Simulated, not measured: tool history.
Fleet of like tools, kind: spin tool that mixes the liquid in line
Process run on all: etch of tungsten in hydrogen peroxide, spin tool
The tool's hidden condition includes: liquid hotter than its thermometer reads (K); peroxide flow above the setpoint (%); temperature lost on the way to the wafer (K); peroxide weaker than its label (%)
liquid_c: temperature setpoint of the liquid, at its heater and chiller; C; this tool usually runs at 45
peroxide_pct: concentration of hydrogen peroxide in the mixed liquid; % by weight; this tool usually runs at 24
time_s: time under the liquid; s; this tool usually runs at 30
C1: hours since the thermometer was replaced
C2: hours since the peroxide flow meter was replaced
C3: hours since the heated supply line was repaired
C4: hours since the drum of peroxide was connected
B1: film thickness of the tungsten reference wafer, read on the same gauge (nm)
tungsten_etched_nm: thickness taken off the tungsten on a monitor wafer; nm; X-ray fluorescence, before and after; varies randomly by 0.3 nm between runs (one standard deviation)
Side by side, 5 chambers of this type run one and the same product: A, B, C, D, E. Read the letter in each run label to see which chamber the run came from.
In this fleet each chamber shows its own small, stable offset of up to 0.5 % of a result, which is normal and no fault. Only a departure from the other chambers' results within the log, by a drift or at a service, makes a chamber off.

Run 1A, hour 3.2: usual settings; C1 756.7; C2 811.1; C3 368; C4 967.5; B1 99.997. Result: tungsten_etched_nm 32.747 nm.
At hour 7.9: chamber A: thermometer replaced.
Run 2E, hour 10.7: usual settings; C1 1067.2; C2 250.4; C3 2757.7; C4 497.8; B1 100.01. Result: tungsten_etched_nm 32.401 nm.
Run 3D, hour 17.8: usual settings; C1 1840.3; C2 2123; C3 725.7; C4 1044.6; B1 99.991. Result: tungsten_etched_nm 32.013 nm.
Run 4B, hour 23.5: usual settings; C1 225.3; C2 1259.7; C3 992.5; C4 192; B1 99.989. Result: tungsten_etched_nm 31.975 nm.
Run 5C, hour 29.2: usual settings; C1 1512.4; C2 436.4; C3 433.2; C4 107.8; B1 100. Result: tungsten_etched_nm 32.011 nm.
Run 6C, hour 35.6: usual settings but time_s 20 s; C1 1518.8; C2 442.8; C3 439.6; C4 114.2; B1 100.02. Result: tungsten_etched_nm 21.748 nm.
Run 7D, hour 40.5: usual settings but time_s 20 s; C1 1863; C2 2145.7; C3 748.4; C4 1067.3; B1 99.992. Result: tungsten_etched_nm 21.695 nm.
Run 8E, hour 47.5: usual settings but time_s 20 s; C1 1104; C2 287.2; C3 2794.5; C4 534.6; B1 100. Result: tungsten_etched_nm 21.796 nm.
Run 9B, hour 53.7: usual settings but time_s 20 s; C1 255.5; C2 1289.9; C3 1022.7; C4 222.2; B1 100.01. Result: tungsten_etched_nm 21.353 nm.
Run 10A, hour 60.7: usual settings but time_s 20 s; C1 52.9; C2 868.6; C3 425.5; C4 1025; B1 100.02. Result: tungsten_etched_nm 21.484 nm.
Run 11A, hour 65.5: usual settings; C1 57.7; C2 873.4; C3 430.3; C4 1029.8; B1 100. Result: tungsten_etched_nm 31.552 nm.
Run 12D, hour 70.4: usual settings but liquid_c 49.5 C, peroxide_pct 27.5 % by weight; C1 1892.9; C2 2175.6; C3 778.3; C4 1097.2; B1 100.01. Result: tungsten_etched_nm 45.758 nm.
Run 13E, hour 75.3: usual settings but liquid_c 49.5 C, peroxide_pct 27.5 % by weight; C1 1131.8; C2 315; C3 2822.3; C4 562.4; B1 100. Result: tungsten_etched_nm 46.238 nm.
Run 14C, hour 81.2: usual settings but liquid_c 49.5 C, peroxide_pct 27.5 % by weight; C1 1564.4; C2 488.4; C3 485.2; C4 159.8; B1 100.01. Result: tungsten_etched_nm 45.983 nm.
Run 15B, hour 86.1: usual settings but liquid_c 49.5 C, peroxide_pct 27.5 % by weight; C1 287.9; C2 1322.3; C3 1055.1; C4 254.6; B1 99.998. Result: tungsten_etched_nm 44.637 nm.
Run 16A, hour 93.1: usual settings but liquid_c 49.5 C, peroxide_pct 27.5 % by weight; C1 85.3; C2 901; C3 457.9; C4 1057.4; B1 100. Result: tungsten_etched_nm 44.546 nm.
Run 17B, hour 99.7: usual settings; C1 301.5; C2 1335.9; C3 1068.7; C4 268.2; B1 99.996. Result: tungsten_etched_nm 31.888 nm.
Run 18E, hour 104.9: usual settings; C1 1161.4; C2 344.6; C3 2851.9; C4 592; B1 99.992. Result: tungsten_etched_nm 32.639 nm.
Run 19D, hour 108.3: usual settings; C1 1930.8; C2 2213.5; C3 816.2; C4 1135.1; B1 99.994. Result: tungsten_etched_nm 31.766 nm.
Run 20C, hour 114.4: usual settings; C1 1597.6; C2 521.6; C3 518.4; C4 193; B1 99.984. Result: tungsten_etched_nm 31.646 nm.
At hour 119.1: chamber D: new drum of peroxide connected.
Run 21E, hour 119.3: usual settings; C1 1175.8; C2 359; C3 2866.3; C4 606.4; B1 100.01. Result: tungsten_etched_nm 32.2 nm.
At hour 126.4: chamber C: peroxide flow meter replaced.
Run 22D, hour 126.6: usual settings; C1 1949.1; C2 2231.8; C3 834.5; C4 7.6; B1 100.01. Result: tungsten_etched_nm 32.698 nm.
Run 23C, hour 132.3: usual settings; C1 1615.5; C2 6; C3 536.3; C4 210.9; B1 100.01. Result: tungsten_etched_nm 32.193 nm.
Run 24B, hour 137.6: usual settings; C1 339.4; C2 1373.8; C3 1106.6; C4 306.1; B1 100.01. Result: tungsten_etched_nm 32.356 nm.
At hour 140.1: chamber A: new drum of peroxide connected.
Run 25A, hour 142.1: usual settings; C1 134.3; C2 950; C3 506.9; C4 2; B1 99.985. Result: tungsten_etched_nm 30.116 nm.
Run 26A, hour 148.2: usual settings; C1 140.4; C2 956.1; C3 513; C4 8.1; B1 100. Result: tungsten_etched_nm 29.699 nm.
Run 27E, hour 151.5: usual settings; C1 1208; C2 391.2; C3 2898.5; C4 638.6; B1 99.983. Result: tungsten_etched_nm 32.447 nm.
Run 28C, hour 158.2: usual settings but peroxide_pct 30 % by weight; C1 1641.4; C2 31.9; C3 562.2; C4 236.8; B1 100.01. Result: tungsten_etched_nm 36.05 nm.
Run 29B, hour 163.1: usual settings but peroxide_pct 30 % by weight; C1 364.9; C2 1399.3; C3 1132.1; C4 331.6; B1 99.991. Result: tungsten_etched_nm 36.143 nm.
Run 30D, hour 166.4: usual settings but peroxide_pct 30 % by weight; C1 1988.9; C2 2271.6; C3 874.3; C4 47.4; B1 99.978. Result: tungsten_etched_nm 36.07 nm.
Run 31A, hour 171.2: usual settings but peroxide_pct 30 % by weight; C1 163.4; C2 979.1; C3 536; C4 31.1; B1 100.01. Result: tungsten_etched_nm 33.305 nm.
Run 32E, hour 176.8: usual settings but peroxide_pct 30 % by weight; C1 1233.3; C2 416.5; C3 2923.8; C4 663.9; B1 99.983. Result: tungsten_etched_nm 36.176 nm.
Run 33D, hour 181.4: usual settings; C1 2003.9; C2 2286.6; C3 889.3; C4 62.4; B1 100. Result: tungsten_etched_nm 31.921 nm.
At hour 185.1: chamber E: peroxide flow meter replaced.
Run 34C, hour 185.7: usual settings; C1 1668.9; C2 59.4; C3 589.7; C4 264.3; B1 99.977. Result: tungsten_etched_nm 32.374 nm.
Run 35B, hour 189: usual settings; C1 390.8; C2 1425.2; C3 1158; C4 357.5; B1 100. Result: tungsten_etched_nm 32.227 nm.
Run 36E, hour 192.4: usual settings; C1 1248.9; C2 7.4; C3 2939.4; C4 679.5; B1 100.01. Result: tungsten_etched_nm 32.09 nm.
Run 37C, hour 196.2: usual settings; C1 1679.4; C2 69.9; C3 600.2; C4 274.8; B1 99.989. Result: tungsten_etched_nm 32.273 nm.
Run 38B, hour 199.9: usual settings; C1 401.7; C2 1436.1; C3 1168.9; C4 368.4; B1 99.992. Result: tungsten_etched_nm 31.98 nm.
Run 39A, hour 203.2: usual settings; C1 195.4; C2 1011.1; C3 568; C4 63.1; B1 99.997. Result: tungsten_etched_nm 28.946 nm.

Has any chamber moved away from the others, gradually or after a service, or does the common gauge drift, or do the chambers differ only by their own small steady offsets? State the chamber and the most likely cause if one applies.

Chamber A drifts away from the others.
What lies behind it: temperature lost on the way to the wafer (K) = 1.74.
From this log alone, it may not be told apart from: liquid colder than its thermometer reads (K).

Below are 4 candidate recipes for chamber A's next run, each the usual settings with a change, their results shown as question marks. Which of them brings A's results back in line with what the other chambers give on the usual settings?
Counts as in line when no further than this from what the other chambers average on the usual settings: tungsten_etched_nm 1.1 nm
Run 40A-1, hour 208.6: usual settings but liquid_c 41.5 C. Result: tungsten_etched_nm ?.
Run 40A-2, hour 208.6: usual settings but peroxide_pct 29.5 % by weight. Result: tungsten_etched_nm ?.
Run 40A-3, hour 208.6: usual settings but liquid_c 43.5 C, peroxide_pct 23.5 % by weight. Result: tungsten_etched_nm ?.
Run 40A-4, hour 208.6: usual settings but liquid_c 48.5 C. Result: tungsten_etched_nm ?.

Average result of the remaining chambers running the usual settings: tungsten_etched_nm 32.299 nm
  run  tungsten_etched_nm
40A-1              23.024
40A-2              31.963
40A-3              25.936
40A-4              35.976
40A-2 puts the chamber back in line with the other chambers.

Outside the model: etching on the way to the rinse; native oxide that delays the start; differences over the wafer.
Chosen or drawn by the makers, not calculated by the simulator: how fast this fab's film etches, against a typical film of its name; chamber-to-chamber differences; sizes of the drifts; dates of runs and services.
